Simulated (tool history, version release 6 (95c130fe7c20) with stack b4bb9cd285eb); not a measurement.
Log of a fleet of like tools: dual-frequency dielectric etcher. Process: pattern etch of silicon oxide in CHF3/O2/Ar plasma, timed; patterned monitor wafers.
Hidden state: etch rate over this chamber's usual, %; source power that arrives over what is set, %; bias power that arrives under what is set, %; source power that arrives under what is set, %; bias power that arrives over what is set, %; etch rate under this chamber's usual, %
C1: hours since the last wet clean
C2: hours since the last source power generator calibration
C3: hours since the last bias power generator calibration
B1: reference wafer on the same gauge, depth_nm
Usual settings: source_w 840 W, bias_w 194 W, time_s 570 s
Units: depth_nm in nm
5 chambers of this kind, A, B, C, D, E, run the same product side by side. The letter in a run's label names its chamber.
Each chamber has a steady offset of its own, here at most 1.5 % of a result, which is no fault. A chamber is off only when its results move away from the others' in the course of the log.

{"run": "1B", "hour": 4.4, "source_w": 840, "bias_w": 194, "time_s": 570, "C1": 470, "C2": 1013.8, "C3": 1630.3, "B1": 1401.1, "depth_nm": 1332.5}
{"run": "2C", "hour": 7.1, "source_w": 840, "bias_w": 194, "time_s": 570, "C1": 64.8, "C2": 3389.9, "C3": 1686.8, "B1": 1397.8, "depth_nm": 1306.5}
{"run": "3E", "hour": 9.5, "source_w": 840, "bias_w": 194, "time_s": 570, "C1": 516.8, "C2": 1084, "C3": 1171.8, "B1": 1398.6, "depth_nm": 1330.3}
{"run": "4A", "hour": 14.0, "source_w": 840, "bias_w": 194, "time_s": 570, "C1": 187.3, "C2": 819.3, "C3": 1117.3, "B1": 1399, "depth_nm": 1323.9}
{"run": "5D", "hour": 18.0, "source_w": 840, "bias_w": 194, "time_s": 570, "C1": 327.9, "C2": 1427.4, "C3": 954.5, "B1": 1399.4, "depth_nm": 1303.6}
{"run": "6A", "hour": 21.5, "source_w": 840, "bias_w": 194, "time_s": 736.5, "C1": 194.8, "C2": 826.8, "C3": 1124.8, "B1": 1399.6, "depth_nm": 1707.5}
{"run": "7C", "hour": 24.6, "source_w": 840, "bias_w": 194, "time_s": 736.5, "C1": 82.3, "C2": 3407.4, "C3": 1704.3, "B1": 1399.1, "depth_nm": 1687.6}
{"run": "8D", "hour": 29.1, "source_w": 840, "bias_w": 194, "time_s": 736.5, "C1": 339, "C2": 1438.5, "C3": 965.6, "B1": 1400.8, "depth_nm": 1692.5}
{"run": "9E", "hour": 33.3, "source_w": 840, "bias_w": 194, "time_s": 736.5, "C1": 540.6, "C2": 1107.8, "C3": 1195.6, "B1": 1402, "depth_nm": 1734.8}
{"run": "10B", "hour": 36.3, "source_w": 840, "bias_w": 194, "time_s": 736.5, "C1": 501.9, "C2": 1045.7, "C3": 1662.2, "B1": 1401.5, "depth_nm": 1709.3}
{"run": "11E", "hour": 40.9, "source_w": 840, "bias_w": 194, "time_s": 570, "C1": 548.2, "C2": 1115.4, "C3": 1203.2, "B1": 1400.4, "depth_nm": 1327}
{"run": "12B", "hour": 44.0, "source_w": 840, "bias_w": 194, "time_s": 570, "C1": 509.6, "C2": 1053.4, "C3": 1669.9, "B1": 1400.9, "depth_nm": 1324.3}
{"hour": 45.3, "done": "chamber B: wet clean of the chamber"}
{"hour": 47.1, "done": "chamber E: wet clean of the chamber"}
{"run": "13D", "hour": 48.7, "source_w": 840, "bias_w": 194, "time_s": 570, "C1": 358.6, "C2": 1458.1, "C3": 985.2, "B1": 1400.1, "depth_nm": 1304.5}
{"run": "14A", "hour": 51.0, "source_w": 1020, "bias_w": 194, "time_s": 570, "C1": 224.3, "C2": 856.3, "C3": 1154.3, "B1": 1399.3, "depth_nm": 1414.5}
{"run": "15C", "hour": 54.8, "source_w": 1020, "bias_w": 194, "time_s": 570, "C1": 112.5, "C2": 3437.6, "C3": 1734.5, "B1": 1400.7, "depth_nm": 1416.1}
{"run": "16A", "hour": 57.4, "source_w": 1020, "bias_w": 194, "time_s": 570, "C1": 230.7, "C2": 862.7, "C3": 1160.7, "B1": 1400, "depth_nm": 1418.9}
{"run": "17D", "hour": 61.1, "source_w": 1020, "bias_w": 194, "time_s": 570, "C1": 371, "C2": 1470.5, "C3": 997.6, "B1": 1399.3, "depth_nm": 1413}
{"run": "18C", "hour": 63.1, "source_w": 1020, "bias_w": 194, "time_s": 570, "C1": 120.8, "C2": 3445.9, "C3": 1742.8, "B1": 1401.3, "depth_nm": 1419.4}
{"run": "19B", "hour": 65.9, "source_w": 840, "bias_w": 194, "time_s": 570, "C1": 20.6, "C2": 1075.3, "C3": 1691.8, "B1": 1399.3, "depth_nm": 1390.4}
{"run": "20E", "hour": 69.8, "source_w": 840, "bias_w": 194, "time_s": 665, "C1": 22.8, "C2": 1144.3, "C3": 1232.1, "B1": 1399.7, "depth_nm": 1561.4}
{"run": "21B", "hour": 74.0, "source_w": 840, "bias_w": 194, "time_s": 665, "C1": 28.7, "C2": 1083.4, "C3": 1699.9, "B1": 1399.5, "depth_nm": 1622.4}
{"run": "22A", "hour": 77.0, "source_w": 840, "bias_w": 194, "time_s": 665, "C1": 250.3, "C2": 882.3, "C3": 1180.3, "B1": 1399.7, "depth_nm": 1538.1}
{"run": "23D", "hour": 80.1, "source_w": 840, "bias_w": 194, "time_s": 665, "C1": 390, "C2": 1489.5, "C3": 1016.6, "B1": 1400.6, "depth_nm": 1521}
{"run": "24C", "hour": 83.5, "source_w": 840, "bias_w": 194, "time_s": 665, "C1": 141.2, "C2": 3466.3, "C3": 1763.2, "B1": 1401.1, "depth_nm": 1525.4}
{"run": "25E", "hour": 85.5, "source_w": 840, "bias_w": 194, "time_s": 444, "C1": 38.5, "C2": 1160, "C3": 1247.8, "B1": 1399.6, "depth_nm": 1036.2}
{"run": "26D", "hour": 88.8, "source_w": 840, "bias_w": 194, "time_s": 444, "C1": 398.7, "C2": 1498.2, "C3": 1025.3, "B1": 1402, "depth_nm": 1008.7}
{"run": "27E", "hour": 92.8, "source_w": 840, "bias_w": 194, "time_s": 444, "C1": 45.8, "C2": 1167.3, "C3": 1255.1, "B1": 1400.7, "depth_nm": 1036.7}
{"run": "28B", "hour": 96.8, "source_w": 840, "bias_w": 194, "time_s": 444, "C1": 51.5, "C2": 1106.2, "C3": 1722.7, "B1": 1399, "depth_nm": 1070.9}
{"run": "29C", "hour": 99.1, "source_w": 840, "bias_w": 194, "time_s": 444, "C1": 156.8, "C2": 3481.9, "C3": 1778.8, "B1": 1400.4, "depth_nm": 1017.3}
{"run": "30A", "hour": 101.5, "source_w": 840, "bias_w": 194, "time_s": 570, "C1": 274.8, "C2": 906.8, "C3": 1204.8, "B1": 1399.9, "depth_nm": 1318.4}
{"run": "31E", "hour": 104.8, "source_w": 840, "bias_w": 194, "time_s": 570, "C1": 57.8, "C2": 1179.3, "C3": 1267.1, "B1": 1400.7, "depth_nm": 1319.4}
{"run": "32C", "hour": 108.0, "source_w": 840, "bias_w": 194, "time_s": 570, "C1": 165.7, "C2": 3490.8, "C3": 1787.7, "B1": 1400.6, "depth_nm": 1297.1}

Is one chamber off against the others, does the gauge drift, or is nothing wrong? If a chamber is off, say which, and what the likeliest cause is.

A service left chamber B off against the others.
Cause: etch rate over this chamber's usual, % = 5.13.

Here are 4 candidates for chamber B's next run, each the usual settings with a change, their results left as question marks. Which one brings its results back in line with what the others give on the usual settings?
In line means no further than this from the other chambers' mean on the usual settings: depth_nm 22 nm
{"run": "33B-1", "hour": 111.3, "source_w": 830, "bias_w": 192, "time_s": 544.5, "depth_nm": "?"}
{"run": "33B-2", "hour": 111.3, "source_w": 840, "bias_w": 182, "time_s": 570, "depth_nm": "?"}
{"run": "33B-3", "hour": 111.3, "source_w": 840, "bias_w": 196, "time_s": 598, "depth_nm": "?"}
{"run": "33B-4", "hour": 111.3, "source_w": 840, "bias_w": 195, "time_s": 580, "depth_nm": "?"}

The other chambers' mean on the usual settings: depth_nm 1317.2 nm
run=33B-1 depth_nm=1317.6
run=33B-2 depth_nm=1361.1
run=33B-3 depth_nm=1463.8
run=33B-4 depth_nm=1417.3
33B-1 brings the chamber back in line.

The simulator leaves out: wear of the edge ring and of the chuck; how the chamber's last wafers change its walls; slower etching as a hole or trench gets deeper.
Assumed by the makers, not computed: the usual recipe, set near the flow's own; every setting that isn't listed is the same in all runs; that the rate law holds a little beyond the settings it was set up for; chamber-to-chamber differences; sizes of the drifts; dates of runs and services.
